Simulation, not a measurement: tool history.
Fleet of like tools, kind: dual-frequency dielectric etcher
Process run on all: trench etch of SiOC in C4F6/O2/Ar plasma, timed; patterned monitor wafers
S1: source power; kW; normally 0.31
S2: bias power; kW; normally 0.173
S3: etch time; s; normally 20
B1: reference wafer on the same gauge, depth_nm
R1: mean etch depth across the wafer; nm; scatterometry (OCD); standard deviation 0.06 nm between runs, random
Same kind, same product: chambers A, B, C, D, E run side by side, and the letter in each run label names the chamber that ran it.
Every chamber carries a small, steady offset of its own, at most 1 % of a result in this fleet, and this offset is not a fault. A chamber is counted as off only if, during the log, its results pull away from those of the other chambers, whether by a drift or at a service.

run	hour	S1	S2	S3	B1	R1
1A	6.2	0.31	0.173	20	37.394	37.125
2C	15	0.31	0.173	20	37.408	37.133
3B	24.8	0.31	0.173	20	37.42	37.085
4E	32.5	0.31	0.173	20	37.443	37.319
5D	43.6	0.31	0.173	20	37.448	37.027
6C	50.1	0.31	0.173	20	37.439	37.266
7A	55.8	0.31	0.173	20	37.458	37.039
8E	61.1	0.31	0.173	20	37.44	37.403
9B	71.4	0.31	0.173	20	37.471	37.067
10D	81.2	0.31	0.173	20	37.484	36.986
11D	89.4	0.31	0.173	20	37.477	37.019
12A	95.8	0.31	0.173	20	37.488	37.122
# hour 97.7: chamber A: source power generator calibrated
13E	103.4	0.31	0.173	20	37.499	37.318
14C	110.2	0.31	0.173	17	37.512	31.731
15B	115.5	0.31	0.173	17	37.524	31.576
16E	125.8	0.31	0.173	17	37.522	31.795
17A	134.8	0.31	0.173	17	37.536	31.532
18D	140.5	0.31	0.173	17	37.523	31.41
19C	149.7	0.31	0.173	20	37.533	37.343
20B	157	0.31	0.173	20	37.538	37.23
21E	163.6	0.31	0.173	20	37.545	37.455
22D	170.6	0.31	0.173	20	37.554	37.27
23A	178.9	0.31	0.173	20	37.581	37.216
24C	186.2	0.31	0.173	20	37.579	37.298
25B	196.2	0.26	0.173	20	37.567	34.914
26A	205.8	0.26	0.173	20	37.59	34.87
27B	212.2	0.26	0.173	20	37.607	34.804
28E	217.9	0.26	0.173	20	37.624	34.93
29C	225.4	0.26	0.173	20	37.624	34.909
30D	232.4	0.31	0.173	20	37.616	37.164
31D	238.7	0.37	0.173	15	37.628	29.872
32E	245.2	0.37	0.173	15	37.633	30.174
33A	250.4	0.37	0.173	15	37.642	29.965

What goes on in this fleet: one chamber off, a drifting gauge, or nothing beyond the chambers' own small offsets? Name the chamber and the cause, if any.

The gauge drifts, so all chambers seem to drift together. No chamber is off.
Likeliest cause: gauge reads high (%) = 0.665.
